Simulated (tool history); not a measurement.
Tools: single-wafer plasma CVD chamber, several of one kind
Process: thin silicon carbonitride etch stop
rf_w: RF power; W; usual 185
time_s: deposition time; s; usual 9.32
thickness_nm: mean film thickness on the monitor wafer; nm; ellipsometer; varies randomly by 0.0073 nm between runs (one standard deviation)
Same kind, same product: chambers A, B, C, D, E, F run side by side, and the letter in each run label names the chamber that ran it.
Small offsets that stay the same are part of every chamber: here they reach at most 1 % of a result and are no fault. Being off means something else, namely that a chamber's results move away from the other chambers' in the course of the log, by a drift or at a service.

run   hour  rf_w  time_s  read-back reference wafer on the same gauge, thickness_nm  thickness_nm
 1E    8.6   185    9.32                                                      5.659        5.1376
       9.7  -- chamber D: thermocouple changed; heater temperature recalibrated
 2B     20   185    9.32                                                     5.6616        5.2133
 3A   26.1   185    9.32                                                     5.6627        5.2197
 4D   37.6   185    9.32                                                     5.6658        5.1833
 5F   44.6   210    8.41                                                     5.6651        4.8606
 6C     50   210    8.41                                                     5.6641        4.8506
 7A   55.1   210    8.41                                                     5.6666        4.8832
 8B   64.8   210    8.41                                                     5.6661        4.8817
 9F     72   210    8.41                                                     5.6674        4.8599
10D     81   210    8.41                                                     5.6658        4.8545
11C   92.1   185    9.32                                                     5.6687        5.1808
12E  100.3   185    9.32                                                     5.6711        5.1383
13E  106.9   185    9.32                                                      5.672        5.1437
14F  118.2   185    9.32                                                     5.6708        5.1951
15C  125.3   185    9.32                                                     5.6733        5.1878
16A  132.3   185    9.32                                                     5.6742        5.2142
17D  140.9   185    9.32                                                     5.6748        5.1812
18B  146.4   185    9.32                                                     5.6744        5.2255
19B    153   185    9.32                                                     5.6761        5.2115
20C  160.5   185    9.32                                                     5.6755         5.196
21F  165.8   185    9.32                                                      5.676        5.1828
22E  176.5   185    9.32                                                     5.6786        5.1478
23A  183.2   185    9.32                                                     5.6795        5.2296
24D  193.8   185    10.3                                                     5.6789        5.7423
25D  201.2   185    10.3                                                     5.6805        5.7504
26B  211.8   185    10.3                                                     5.6811        5.7895
27F  222.8   185    10.3                                                     5.6833        5.7317
28C  231.5   185    10.3                                                     5.6838        5.7355
29A  237.1   185    10.3                                                     5.6837        5.7986
30E  242.3   165    9.32                                                     5.6849        4.9818
31E  253.8   165    9.32                                                     5.6867        4.9808
32A  259.6   165    9.32                                                     5.6855         5.066
33C  269.9   165    9.32                                                     5.6877        5.0322
34F  275.9   165    9.32                                                     5.6861        5.0379
35B  283.9   165    9.32                                                     5.6872        5.0735
36D  294.5   185    9.32                                                     5.6889        5.2117
37F  304.6   220    7.64                                                     5.6901        4.4863
38B    312   220    7.64                                                     5.6907        4.5346

One chamber off, gauge drift, or nothing amiss beyond the chambers' own small offsets? If it is a chamber, which one, and what is the likeliest cause?

None of the chambers is off. What moves is the gauge, dragging all their readings along together.
What lies behind it: gauge reads high (%) = 0.581.
